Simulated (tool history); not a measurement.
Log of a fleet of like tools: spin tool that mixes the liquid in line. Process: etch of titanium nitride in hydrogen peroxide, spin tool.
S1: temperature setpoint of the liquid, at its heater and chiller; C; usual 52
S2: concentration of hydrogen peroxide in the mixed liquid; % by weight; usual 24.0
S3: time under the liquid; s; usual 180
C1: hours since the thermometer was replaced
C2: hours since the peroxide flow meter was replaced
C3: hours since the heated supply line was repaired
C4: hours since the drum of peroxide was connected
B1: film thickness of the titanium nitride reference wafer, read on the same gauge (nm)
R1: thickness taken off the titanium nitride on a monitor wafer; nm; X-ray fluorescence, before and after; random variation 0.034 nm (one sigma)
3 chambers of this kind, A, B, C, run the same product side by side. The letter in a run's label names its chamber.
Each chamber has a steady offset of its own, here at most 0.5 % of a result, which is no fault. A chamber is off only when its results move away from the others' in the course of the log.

run,hour,S1,S2,S3,C1,C2,C3,C4,B1,R1
1B,7.7,52,24.0,180,71.2,421.5,1024.4,787.5,29.994,6.5811
2A,13.5,52,24.0,180,212.8,445.8,895.2,790.9,30.013,6.6113
# hour 15.4: chamber B: new drum of peroxide connected
3C,19.2,52,24.0,180,1342.4,528.2,1798.4,1260.3,29.991,6.6388
# hour 21.1: chamber A: new drum of peroxide connected
4B,29.0,52,24.0,180,92.5,442.8,1045.7,13.6,30.000,6.5291
5A,39.2,52,24.0,180,238.5,471.5,920.9,18.2,29.984,6.6141
6C,46.7,52,24.0,180,1369.9,555.7,1825.9,1287.8,29.984,6.6762
7C,53.3,52,24.0,180,1376.5,562.3,1832.5,1294.4,30.026,6.6210
8B,60.5,52,24.0,180,124.0,474.3,1077.2,45.1,30.025,6.5685
9A,65.9,52,24.0,180,265.2,498.2,947.6,44.9,30.025,6.6027
10C,73.9,52,24.0,180,1397.1,582.9,1853.1,1315.0,29.990,6.6594
11B,81.3,52,24.0,180,144.8,495.1,1098.0,65.9,29.971,6.5912
12A,91.8,52,24.0,180,291.1,524.1,973.5,70.8,30.000,6.4816
13B,99.8,52,24.0,180,163.3,513.6,1116.5,84.4,29.986,6.5642
# hour 101.6: chamber C: thermometer replaced
14A,107.7,46,24.0,180,307.0,540.0,989.4,86.7,29.965,4.2557
15C,116.4,46,24.0,180,14.8,625.4,1895.6,1357.5,29.977,4.3063
16C,125.2,46,24.0,180,23.6,634.2,1904.4,1366.3,30.018,4.3268
17B,132.2,52,24.0,180,195.7,546.0,1148.9,116.8,30.008,6.5896
18A,141.0,52,24.0,180,340.3,573.3,1022.7,120.0,30.009,6.4975
19A,148.8,52,24.0,180,348.1,581.1,1030.5,127.8,29.993,6.5044
20B,154.7,52,21.5,75,218.2,568.5,1171.4,139.3,29.972,2.6983
21C,160.3,52,21.5,75,58.7,669.3,1939.5,1401.4,29.994,2.7132
22B,168.7,52,21.5,75,232.2,582.5,1185.4,153.3,29.995,2.6545
23C,179.1,52,24.0,180,77.5,688.1,1958.3,1420.2,30.005,6.6870
24A,187.6,52,28.5,135,386.9,619.9,1069.3,166.6,30.016,5.0196
25B,194.6,52,28.5,135,258.1,608.4,1211.3,179.2,30.004,5.1796
26C,201.4,52,28.5,135,99.8,710.4,1980.6,1442.5,30.020,5.1527
27A,206.5,52,24.0,180,405.8,638.8,1088.2,185.5,30.020,6.3754
28C,213.2,52,27.5,180,111.6,722.2,1992.4,1454.3,30.016,6.8583
29B,218.5,52,27.5,180,282.0,632.3,1235.2,203.1,30.030,6.7421

Next, every chamber runs the same settings. What will each give?
30A,226.7,52,24.0,80,,,,,,?
30B,226.7,52,24.0,80,,,,,,?
30C,226.7,52,24.0,80,,,,,,?

run,R1
30A,2.8420
30B,2.9572
30C,2.9659
